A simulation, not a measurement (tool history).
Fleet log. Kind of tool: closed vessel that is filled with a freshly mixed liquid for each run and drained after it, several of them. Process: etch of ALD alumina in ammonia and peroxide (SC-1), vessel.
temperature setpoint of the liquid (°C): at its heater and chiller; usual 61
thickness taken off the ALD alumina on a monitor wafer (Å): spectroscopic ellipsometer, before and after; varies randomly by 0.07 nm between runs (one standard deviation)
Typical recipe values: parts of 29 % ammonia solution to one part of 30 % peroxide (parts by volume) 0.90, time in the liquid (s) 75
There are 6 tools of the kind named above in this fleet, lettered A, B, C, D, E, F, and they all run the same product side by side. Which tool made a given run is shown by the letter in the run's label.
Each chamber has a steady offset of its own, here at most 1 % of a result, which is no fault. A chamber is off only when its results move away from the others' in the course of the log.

run	hour	temperature setpoint of the liquid (°C)	parts of 29 % ammonia solution to one part of 30 % peroxide (parts by volume)	time in the liquid (s)	read-back film thickness of the ALD alumina reference wafer, read on the same gauge (nm)	thickness taken off the ALD alumina on a monitor wafer (Å)
1A	9.3	61	0.90	75	79.973	71.136
2D	19.8	61	0.90	75	80.013	71.312
3F	26.1	61	0.90	75	80.004	71.988
4B	34.6	61	0.90	75	79.966	71.248
5E	44.6	61	0.90	55	79.985	52.092
6C	51.3	61	0.90	55	79.984	52.966
7D	61.4	61	0.90	55	80.065	51.788
8C	68.0	61	0.90	55	80.029	53.209
9A	76.4	61	0.90	55	80.010	53.028
10F	82.3	61	0.90	55	80.030	52.978
11E	87.2	61	0.90	75	79.994	70.690
12B	92.9	61	0.90	75	80.017	70.834
13C	103.2	61	0.90	75	79.974	71.931
14E	112.5	61	0.90	75	79.977	71.311
# hour 117.6: chamber F: new drum of ammonia solution connected
15D	119.3	61	0.90	75	79.976	71.478
# hour 128.7: chamber F: thermometer replaced
16F	129.6	61	0.90	75	79.989	71.116
17A	137.3	61	0.90	75	80.036	70.472
18B	147.0	61	0.90	75	80.039	70.470
19D	152.9	61	0.90	75	79.993	71.054
20C	162.2	61	0.90	75	80.014	71.703
21A	171.5	61	1.05	75	79.954	69.709
22B	181.8	61	1.05	75	80.005	72.696
23E	189.8	61	1.05	75	80.011	72.826
24F	199.1	61	1.05	75	79.975	72.388
25C	205.1	61	1.05	75	79.969	73.280
26A	213.7	61	1.05	75	80.036	68.077
27D	218.4	61	0.90	75	80.010	71.222
28E	227.4	61	0.90	75	80.009	72.341
29F	233.3	61	0.90	75	79.997	71.253
30B	238.5	61	0.90	75	79.963	70.071
31D	245.9	61	0.90	75	80.010	71.161
32A	254.9	61	0.90	75	80.014	66.241
33C	261.1	61	0.90	75	80.014	72.669
34B	268.2	66	0.90	50	79.990	60.335
35F	274.6	66	0.90	50	80.003	60.454
# hour 278.5: chamber D: new drum of ammonia solution connected
36E	283.4	66	0.90	50	80.029	61.626
37E	292.6	66	0.90	50	79.984	60.618
38B	300.4	66	0.90	50	79.995	60.164
39A	307.4	66	0.90	50	80.009	55.716
40D	313.8	61	0.90	75	80.024	72.274
41F	320.7	61	0.90	75	79.963	71.703
42C	325.4	61	0.90	75	79.989	71.989
43F	335.6	61	0.90	75	80.014	71.146

Each of the 6 chambers runs these same settings next. Fill in every chamber's results:
44A	343.2	61	0.65	75		?
44B	343.2	61	0.65	75		?
44C	343.2	61	0.65	75		?
44D	343.2	61	0.65	75		?
44E	343.2	61	0.65	75		?
44F	343.2	61	0.65	75		?

run	thickness taken off the ALD alumina on a monitor wafer (Å)
44A	61.821
44B	69.287
44C	70.781
44D	69.990
44E	68.838
44F	69.491
